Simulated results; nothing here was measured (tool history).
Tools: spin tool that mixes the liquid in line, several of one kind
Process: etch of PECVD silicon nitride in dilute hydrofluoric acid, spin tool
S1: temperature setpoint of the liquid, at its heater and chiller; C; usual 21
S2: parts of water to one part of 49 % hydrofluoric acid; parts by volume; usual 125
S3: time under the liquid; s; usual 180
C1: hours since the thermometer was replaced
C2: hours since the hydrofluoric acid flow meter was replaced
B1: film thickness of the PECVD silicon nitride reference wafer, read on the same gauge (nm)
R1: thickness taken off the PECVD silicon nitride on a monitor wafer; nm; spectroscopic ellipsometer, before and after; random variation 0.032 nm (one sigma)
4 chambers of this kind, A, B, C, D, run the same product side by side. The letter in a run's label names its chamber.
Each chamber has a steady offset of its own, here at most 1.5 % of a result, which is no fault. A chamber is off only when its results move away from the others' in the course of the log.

run	hour	S1	S2	S3	C1	C2	B1	R1
1D	11.4	21	125	180	555.7	422.4	90.011	5.1089
2B	17	21	125	180	858.2	1307.5	90.005	5.1808
3A	26.2	21	125	180	241.6	1681	89.96	5.221
4C	31.9	21	125	180	2080.5	1433.3	90.012	5.2693
5C	41.2	21	125	180	2089.8	1442.6	90.052	5.226
6D	47	21	125	180	591.3	458	90.024	5.1008
7B	54.3	21	125	180	895.5	1344.8	89.991	5.1438
8A	65.7	21	125	180	281.1	1720.5	89.996	5.2319
9C	71.3	21	125	180	2119.9	1472.7	89.999	5.2053
10D	78.3	21	125	180	622.6	489.3	89.992	5.0932
11B	90.3	21	125	180	931.5	1380.8	90.006	5.1918
12A	98.7	21	125	180	314.1	1753.5	89.995	5.2093
13B	109.6	21	155	180	950.8	1400.1	90.001	4.2093
14D	116.3	21	155	180	660.6	527.3	89.999	4.181
15C	128.2	21	155	180	2176.8	1529.6	89.978	4.2604
16A	135.1	21	155	180	350.5	1789.9	90.001	4.262
17D	147.1	21	125	180	691.4	558.1	89.992	5.0805
18B	153.4	21	100	75	994.6	1443.9	89.978	2.7006
19A	164.9	21	100	75	380.3	1819.7	90.015	2.7164
20C	171.7	21	100	75	2220.3	1573.1	89.982	2.7087
21D	179.2	21	100	75	723.5	590.2	89.956	2.6251
22B	185.8	21	125	180	1027	1476.3	89.97	5.1797
23A	191.6	21	125	180	407	1846.4	89.97	5.1764
24C	203.4	21	125	180	2252	1604.8	89.988	5.2462
25D	213.7	21	125	180	758	624.7	89.978	4.9334
26B	222.4	21	125	180	1063.6	1512.9	89.993	5.2001
# hour 225.9: chamber C: hydrofluoric acid flow meter replaced
27A	229.4	24	125	180	444.8	1884.2	89.997	6.3638
# hour 232.8: chamber C: thermometer replaced
28C	238.5	24	125	180	5.8	12.7	90.014	6.3657
29B	246.9	24	125	180	1088.1	1537.4	89.996	6.2839
30C	257.6	24	125	180	24.9	31.8	90.013	6.3667
31A	269.4	17.5	125	285	484.8	1924.2	89.993	6.4981
32D	280.2	17.5	125	285	824.5	691.2	90.011	5.9981
33C	286.2	17.5	125	285	53.5	60.4	90.024	6.4447
34A	291.9	17.5	125	285	507.3	1946.7	89.992	6.5971
35D	302.6	21	125	180	846.9	713.6	89.984	4.7914
36B	312.2	21	125	180	1153.4	1602.7	90.01	5.2097
37A	318.2	21	125	180	533.6	1973	90.007	5.2621

What goes on in this fleet: one chamber off, a drifting gauge, or nothing beyond the chambers' own small offsets? Name the chamber and the cause, if any.

Chamber D drifts away from the others.
Cause: hydrofluoric acid flow below the setpoint (%) = 7.93.
The log may not tell that from: liquid colder than its thermometer reads (K).

Here are 4 candidates for chamber D's next run, each the usual settings with a change, their results left as question marks. Which one brings its results back in line with what the others give on the usual settings?
In line means no further than this from the other chambers' mean on the usual settings: R1 0.11 nm
38D-1	326.8	21	120	190				?
38D-2	326.8	22	110	180				?
38D-3	326.8	20.5	130	160				?
38D-4	326.8	19.5	125	180				?

The other chambers' mean on the usual settings: R1 5.2006 nm
run	R1
38D-1	5.1994
38D-2	5.738
38D-3	3.9142
38D-4	4.2836
38D-1 brings the chamber back in line.

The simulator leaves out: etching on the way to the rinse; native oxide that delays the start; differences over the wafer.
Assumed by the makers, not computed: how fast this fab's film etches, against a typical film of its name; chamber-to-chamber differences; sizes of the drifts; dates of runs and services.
